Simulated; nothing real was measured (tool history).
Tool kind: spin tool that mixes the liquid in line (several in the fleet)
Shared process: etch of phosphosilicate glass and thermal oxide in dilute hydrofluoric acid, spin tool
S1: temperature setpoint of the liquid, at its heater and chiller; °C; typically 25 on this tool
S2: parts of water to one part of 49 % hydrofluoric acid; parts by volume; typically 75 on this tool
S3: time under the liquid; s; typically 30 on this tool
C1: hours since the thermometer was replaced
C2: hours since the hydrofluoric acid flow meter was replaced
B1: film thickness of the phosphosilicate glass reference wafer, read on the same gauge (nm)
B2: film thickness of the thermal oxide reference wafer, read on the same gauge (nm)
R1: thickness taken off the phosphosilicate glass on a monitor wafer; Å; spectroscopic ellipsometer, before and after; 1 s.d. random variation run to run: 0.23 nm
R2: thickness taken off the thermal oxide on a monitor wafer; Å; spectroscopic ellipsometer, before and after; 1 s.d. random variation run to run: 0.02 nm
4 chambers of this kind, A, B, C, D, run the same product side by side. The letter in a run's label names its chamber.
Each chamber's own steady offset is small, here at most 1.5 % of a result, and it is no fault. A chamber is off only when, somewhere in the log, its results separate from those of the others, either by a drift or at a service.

Run 1D, hour 7.1: usual settings; C1 1482.4; C2 1403; B1 119.98; B2 60.02. Result: R1 572.42 Å, R2 20.694 Å.
Run 2B, hour 13.7: usual settings; C1 616.2; C2 1524.5; B1 119.97; B2 59.979. Result: R1 570.19 Å, R2 20.412 Å.
At hour 14.3: chamber B: hydrofluoric acid flow meter replaced.
Run 3C, hour 20.7: usual settings; C1 922.6; C2 323.2; B1 120; B2 60.024. Result: R1 571.08 Å, R2 21.09 Å.
Run 4A, hour 34.4: usual settings; C1 1692.9; C2 1251.9; B1 120.02; B2 60.023. Result: R1 576.78 Å, R2 20.43 Å.
Run 5C, hour 40.9: usual settings; C1 942.8; C2 343.4; B1 119.99; B2 59.987. Result: R1 573.65 Å, R2 21.339 Å.
At hour 42.5: chamber A: hydrofluoric acid flow meter replaced.
Run 6D, hour 48.3: usual settings; C1 1523.6; C2 1444.2; B1 120.02; B2 59.992. Result: R1 569.73 Å, R2 20.583 Å.
Run 7B, hour 61.8: usual settings; C1 664.3; C2 47.6; B1 119.97; B2 60.009. Result: R1 570.37 Å, R2 20.238 Å.
Run 8A, hour 73.3: usual settings but S1 27.5 °C, S2 45 parts by volume; C1 1731.8; C2 30.8; B1 120.03; B2 60.016. Result: R1 1091.9 Å, R2 40.038 Å.
Run 9A, hour 85.9: usual settings but S1 27.5 °C, S2 45 parts by volume; C1 1744.4; C2 43.4; B1 119.97; B2 60. Result: R1 1094.1 Å, R2 39.534 Å.
Run 10D, hour 96.1: usual settings but S1 27.5 °C, S2 45 parts by volume; C1 1571.4; C2 1492; B1 119.97; B2 60.007. Result: R1 1087 Å, R2 39.355 Å.
Run 11C, hour 110.1: usual settings but S1 27.5 °C, S2 45 parts by volume; C1 1012; C2 412.6; B1 119.97; B2 60. Result: R1 1108.7 Å, R2 40.595 Å.
Run 12B, hour 120.2: usual settings; C1 722.7; C2 106; B1 120.03; B2 60. Result: R1 573.83 Å, R2 20.551 Å.
Run 13D, hour 130.5: usual settings but S1 27 °C, S2 100 parts by volume; C1 1605.8; C2 1526.4; B1 120; B2 60.01. Result: R1 451.46 Å, R2 16.471 Å.
Run 14C, hour 141.9: usual settings but S1 27 °C, S2 100 parts by volume; C1 1043.8; C2 444.4; B1 120.01; B2 60.02. Result: R1 449.25 Å, R2 16.367 Å.
At hour 142.4: chamber C: hydrofluoric acid flow meter replaced.
At hour 154.3: chamber D: thermometer replaced.
Run 15B, hour 155.4: usual settings but S1 27 °C, S2 100 parts by volume; C1 757.9; C2 141.2; B1 120; B2 59.993. Result: R1 449.96 Å, R2 16.346 Å.
Run 16A, hour 163.7: usual settings but S1 27 °C, S2 100 parts by volume; C1 1822.2; C2 121.2; B1 120; B2 59.986. Result: R1 450.07 Å, R2 16.387 Å.
Run 17A, hour 171.7: usual settings; C1 1830.2; C2 129.2; B1 120.02; B2 59.977. Result: R1 575.95 Å, R2 20.842 Å.
Run 18D, hour 183.5: usual settings; C1 29.2; C2 1579.4; B1 120.02; B2 59.996. Result: R1 570.99 Å, R2 20.122 Å.
Run 19C, hour 192.2: usual settings; C1 1094.1; C2 49.8; B1 119.99; B2 60.006. Result: R1 572.25 Å, R2 21.279 Å.
At hour 200.7: chamber C: thermometer replaced.
Run 20B, hour 206.7: usual settings; C1 809.2; C2 192.5; B1 120; B2 60.004. Result: R1 567.52 Å, R2 20.328 Å.
Run 21C, hour 213.1: usual settings; C1 12.4; C2 70.7; B1 120.01; B2 60.025. Result: R1 573.49 Å, R2 20.832 Å.
Run 22A, hour 223.3: usual settings but S1 28.5 °C, S3 15 s; C1 1881.8; C2 180.8; B1 120.01; B2 59.996. Result: R1 330.55 Å, R2 12.225 Å.
Run 23D, hour 235.3: usual settings but S1 28.5 °C, S3 15 s; C1 81; C2 1631.2; B1 120; B2 60.004. Result: R1 328.07 Å, R2 11.974 Å.
Run 24B, hour 242.8: usual settings but S1 28.5 °C, S3 15 s; C1 845.3; C2 228.6; B1 119.99; B2 59.975. Result: R1 327.84 Å, R2 11.804 Å.
Run 25A, hour 257.1: usual settings but S1 28.5 °C, S3 15 s; C1 1915.6; C2 214.6; B1 120.01; B2 60.009. Result: R1 328.65 Å, R2 11.744 Å.
Run 26B, hour 265.1: usual settings but S1 22.5 °C; C1 867.6; C2 250.9; B1 120.03; B2 59.98. Result: R1 515.95 Å, R2 18.273 Å.
Run 27D, hour 277.6: usual settings but S1 22.5 °C; C1 123.3; C2 1673.5; B1 120; B2 59.974. Result: R1 516.05 Å, R2 18.051 Å.
Run 28C, hour 288: usual settings but S1 22.5 °C; C1 87.3; C2 145.6; B1 120.01; B2 59.986. Result: R1 513.37 Å, R2 18.813 Å.
Run 29D, hour 294.6: usual settings but S1 22.5 °C; C1 140.3; C2 1690.5; B1 119.96; B2 60.009. Result: R1 518.84 Å, R2 18.396 Å.
Run 30C, hour 307: usual settings; C1 106.3; C2 164.6; B1 119.98; B2 60.009. Result: R1 571.86 Å, R2 20.667 Å.
Run 31B, hour 313.5: usual settings but S2 100 parts by volume, S3 15 s; C1 916; C2 299.3; B1 120.02; B2 60.007. Result: R1 207.66 Å, R2 7.5798 Å.
Run 32A, hour 323.9: usual settings but S2 100 parts by volume, S3 15 s; C1 1982.4; C2 281.4; B1 120.02; B2 59.989. Result: R1 208.88 Å, R2 7.5045 Å.
Run 33A, hour 330.3: usual settings but S2 100 parts by volume, S3 15 s; C1 1988.8; C2 287.8; B1 120; B2 60.029. Result: R1 209.41 Å, R2 7.4519 Å.
Run 34D, hour 343.5: usual settings but S2 100 parts by volume, S3 15 s; C1 189.2; C2 1739.4; B1 119.98; B2 60.012. Result: R1 208.25 Å, R2 7.5408 Å.
Run 35C, hour 351.1: usual settings; C1 150.4; C2 208.7; B1 120; B2 60.002. Result: R1 574.66 Å, R2 21.171 Å.
Run 36B, hour 364.6: usual settings but S2 50 parts by volume; C1 967.1; C2 350.4; B1 120.02; B2 59.994. Result: R1 875.79 Å, R2 31.603 Å.
Run 37C, hour 374.5: usual settings but S2 50 parts by volume; C1 173.8; C2 232.1; B1 119.95; B2 60.001. Result: R1 898.19 Å, R2 32.467 Å.

Each of the 4 chambers runs these same settings next. Fill in every chamber's results:
Run 38A, hour 385: usual settings but S2 90 parts by volume. Result: R1 ?, R2 ?.
Run 38B, hour 385: usual settings but S2 90 parts by volume. Result: R1 ?, R2 ?.
Run 38C, hour 385: usual settings but S2 90 parts by volume. Result: R1 ?, R2 ?.
Run 38D, hour 385: usual settings but S2 90 parts by volume. Result: R1 ?, R2 ?.

run      R1      R2
38A  472.74  16.983
38B  465.84   16.99
38C  468.48  16.932
38D  466.68  16.759
